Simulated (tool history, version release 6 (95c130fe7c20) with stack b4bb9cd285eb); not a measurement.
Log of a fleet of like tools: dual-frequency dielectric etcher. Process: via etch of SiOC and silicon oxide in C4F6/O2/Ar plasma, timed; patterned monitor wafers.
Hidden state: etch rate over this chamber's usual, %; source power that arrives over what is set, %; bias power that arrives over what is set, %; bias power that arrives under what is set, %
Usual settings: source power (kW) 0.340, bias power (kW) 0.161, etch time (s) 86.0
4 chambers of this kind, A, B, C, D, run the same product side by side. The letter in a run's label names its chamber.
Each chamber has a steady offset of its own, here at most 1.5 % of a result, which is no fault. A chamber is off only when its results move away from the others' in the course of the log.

run	hour	source power (kW)	bias power (kW)	etch time (s)	hours since the last wet clean	hours since the last source power generator calibration	hours since the last bias power generator calibration	read-back reference wafer on the same gauge, depth_nm	mean etch depth across the wafer (angstrom)
1C	4.2	0.340	0.161	86.0	165.3	2531.2	2224.2	104.20	879.04
2A	10.5	0.340	0.161	86.0	345.7	1068.8	468.5	104.25	890.99
# hour 12.0: chamber D: wet clean of the chamber
3D	14.3	0.340	0.161	86.0	2.3	797.4	1116.8	104.19	881.50
4B	17.3	0.340	0.161	86.0	139.4	2725.7	488.1	104.17	889.58
5C	23.9	0.340	0.161	86.0	185.0	2550.9	2243.9	104.21	881.48
6B	28.0	0.340	0.161	86.0	150.1	2736.4	498.8	104.19	890.82
7A	34.2	0.370	0.161	105.0	369.4	1092.5	492.2	104.24	1115.20
8D	39.5	0.370	0.161	105.0	27.5	822.6	1142.0	104.17	1117.90
9D	45.5	0.370	0.161	105.0	33.5	828.6	1148.0	104.18	1112.50
10A	50.2	0.370	0.161	105.0	385.4	1108.5	508.2	104.13	1116.10
11C	55.5	0.340	0.161	86.0	216.6	2582.5	2275.5	104.17	878.96
12B	59.4	0.340	0.161	86.0	181.5	2767.8	530.2	104.23	887.17
13C	64.7	0.340	0.161	86.0	225.8	2591.7	2284.7	104.16	881.56
14A	71.7	0.340	0.161	86.0	406.9	1130.0	529.7	104.18	884.30
15D	76.2	0.340	0.161	86.0	64.2	859.3	1178.7	104.19	883.19
16B	82.1	0.340	0.161	86.0	204.2	2790.5	552.9	104.17	906.30
17D	86.9	0.340	0.161	86.0	74.9	870.0	1189.4	104.12	883.32
18B	90.6	0.340	0.161	86.0	212.7	2799.0	561.4	104.22	902.18
19C	94.5	0.280	0.161	101.5	255.6	2621.5	2314.5	104.15	961.07
# hour 96.2: chamber C: bias power generator calibrated
20A	100.4	0.280	0.161	101.5	435.6	1158.7	558.4	104.23	977.33
21D	103.5	0.280	0.161	101.5	91.5	886.6	1206.0	104.20	965.46
22C	108.5	0.280	0.161	101.5	269.6	2635.5	12.3	104.28	961.46
23A	112.9	0.340	0.161	86.0	448.1	1171.2	570.9	104.17	887.32
24B	117.9	0.340	0.161	86.0	240.0	2826.3	588.7	104.21	912.31
25D	124.3	0.340	0.161	86.0	112.3	907.4	1226.8	104.29	887.59
26A	129.8	0.340	0.161	86.0	465.0	1188.1	587.8	104.06	891.48
27C	136.8	0.340	0.161	86.0	297.9	2663.8	40.6	104.25	881.70
28B	140.4	0.340	0.161	86.0	262.5	2848.8	611.2	104.18	926.33
29A	146.4	0.340	0.161	86.0	481.6	1204.7	604.4	104.20	886.18
30C	151.1	0.340	0.161	86.0	312.2	2678.1	54.9	104.15	875.97
31B	156.3	0.380	0.161	86.0	278.4	2864.7	627.1	104.27	967.49
32D	160.8	0.380	0.161	86.0	148.8	943.9	1263.3	104.21	922.80
33D	164.6	0.380	0.161	86.0	152.6	947.7	1267.1	104.23	922.27
34C	168.2	0.380	0.161	86.0	329.3	2695.2	72.0	104.25	918.33

Next, every chamber runs the same settings. What will each give?
35A	173.3	0.340	0.133	86.0					?
35B	173.3	0.340	0.133	86.0					?
35C	173.3	0.340	0.133	86.0					?
35D	173.3	0.340	0.133	86.0					?

run	mean etch depth across the wafer (angstrom)
35A	837.38
35B	877.64
35C	824.65
35D	833.76
